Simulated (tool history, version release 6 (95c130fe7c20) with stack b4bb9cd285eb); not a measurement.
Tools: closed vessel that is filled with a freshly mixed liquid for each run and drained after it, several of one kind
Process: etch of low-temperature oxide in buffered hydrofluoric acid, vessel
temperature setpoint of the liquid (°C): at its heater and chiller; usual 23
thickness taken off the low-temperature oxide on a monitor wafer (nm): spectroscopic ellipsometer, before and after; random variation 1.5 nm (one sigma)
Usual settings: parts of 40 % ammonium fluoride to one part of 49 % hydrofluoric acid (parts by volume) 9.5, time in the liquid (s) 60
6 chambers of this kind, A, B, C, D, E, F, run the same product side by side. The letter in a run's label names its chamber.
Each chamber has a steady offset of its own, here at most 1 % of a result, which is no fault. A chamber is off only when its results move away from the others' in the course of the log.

run	hour	temperature setpoint of the liquid (°C)	parts of 40 % ammonium fluoride to one part of 49 % hydrofluoric acid (parts by volume)	time in the liquid (s)	read-back film thickness of the low-temperature oxide reference wafer, read on the same gauge (nm)	thickness taken off the low-temperature oxide on a monitor wafer (nm)
1A	10	23	9.5	60	99.995	201.77
2D	14.7	23	9.5	60	99.999	200.85
3B	21.6	23	9.5	60	99.975	200.25
4F	30.2	23	9.5	60	100.01	204.16
5C	35	23	9.5	60	100.03	201.8
6E	43.2	23	9.5	60	100.02	197.79
7E	49.2	23	9.5	60	100.02	199.65
8A	57.2	23	9.5	60	100.01	201.1
9D	62.6	23	9.5	60	100.01	202.28
10C	69	23	9.5	60	99.986	199.78
11F	73.9	23	9.5	60	100.02	203.49
12B	80.6	23	9.5	60	100.01	200.3
13C	85.4	23	9.5	60	100.01	198.94
14B	91	23	9.5	60	99.979	198.56
15F	100.9	23	9.5	60	99.993	202.79
16A	111.1	23	9.5	60	100.01	201.29
17E	120	23	9.5	60	100.01	200.85
# hour 123.3: chamber B: hydrofluoric acid flow meter replaced
18D	127.7	23	9.5	60	99.962	201.02
19F	135.1	23	9.5	60	99.985	201.34
20B	141.2	23	9.5	60	100.01	199.94
21E	150	23	9.5	60	99.99	204.93
22D	154.5	23	9.5	60	100.02	200.94
23A	161.7	23	9.5	60	99.992	200.62
24C	170.1	23	9.5	60	100	199.54
25D	178.5	23	9.5	60	100.01	205.55
# hour 181.4: chamber D: hydrofluoric acid flow meter replaced
26C	186.1	23	9.5	60	100	201.91
27E	191.6	23	8.5	60	99.997	227.63
28B	201.8	23	8.5	60	99.985	218.64
29F	209.4	23	8.5	60	100.01	224.08
30A	219.3	23	8.5	60	99.987	222.89
31C	227.1	23	8.5	60	99.999	223.27
32E	232.1	23	8.5	60	100.01	233.18
33A	238.7	23	9.5	60	99.963	203.28
34B	246.1	23	5.5	30	99.975	163.89
35D	253.6	23	5.5	30	99.964	167.65
36F	260.2	23	5.5	30	99.973	170.92
37B	267.4	23	5.5	30	100.02	164.87
# hour 275.7: chamber E: hydrofluoric acid flow meter replaced
38C	276.7	23	5.5	30	100.01	169.93
39E	282.2	23	5.5	30	100.01	178.12
40D	288	27	9.5	60	99.978	251.31
41F	293	27	9.5	60	100.02	252.77

What goes on in this fleet: one chamber off, a drifting gauge, or nothing beyond the chambers' own small offsets? Name the chamber and the cause, if any.

Chamber E drifts away from the others.
Cause: liquid hotter than its thermometer reads (K) = 1.86.

Here are 4 candidates for chamber E's next run, each the usual settings with a change, their results left as question marks. Which one brings its results back in line with what the others give on the usual settings?
In line means no further than this from the other chambers' mean on the usual settings: thickness taken off the low-temperature oxide on a monitor wafer (nm) 5.1
42E-1	300.4	23	9.5	55		?
42E-2	300.4	22.5	9.5	60		?
42E-3	300.4	23	9.5	65		?
42E-4	300.4	23.5	9.5	60		?

The other chambers' mean on the usual settings: thickness taken off the low-temperature oxide on a monitor wafer (nm) 200.6
run	thickness taken off the low-temperature oxide on a monitor wafer (nm)
42E-1	201.87
42E-2	214.32
42E-3	238.57
42E-4	226.38
42E-1 brings the chamber back in line.

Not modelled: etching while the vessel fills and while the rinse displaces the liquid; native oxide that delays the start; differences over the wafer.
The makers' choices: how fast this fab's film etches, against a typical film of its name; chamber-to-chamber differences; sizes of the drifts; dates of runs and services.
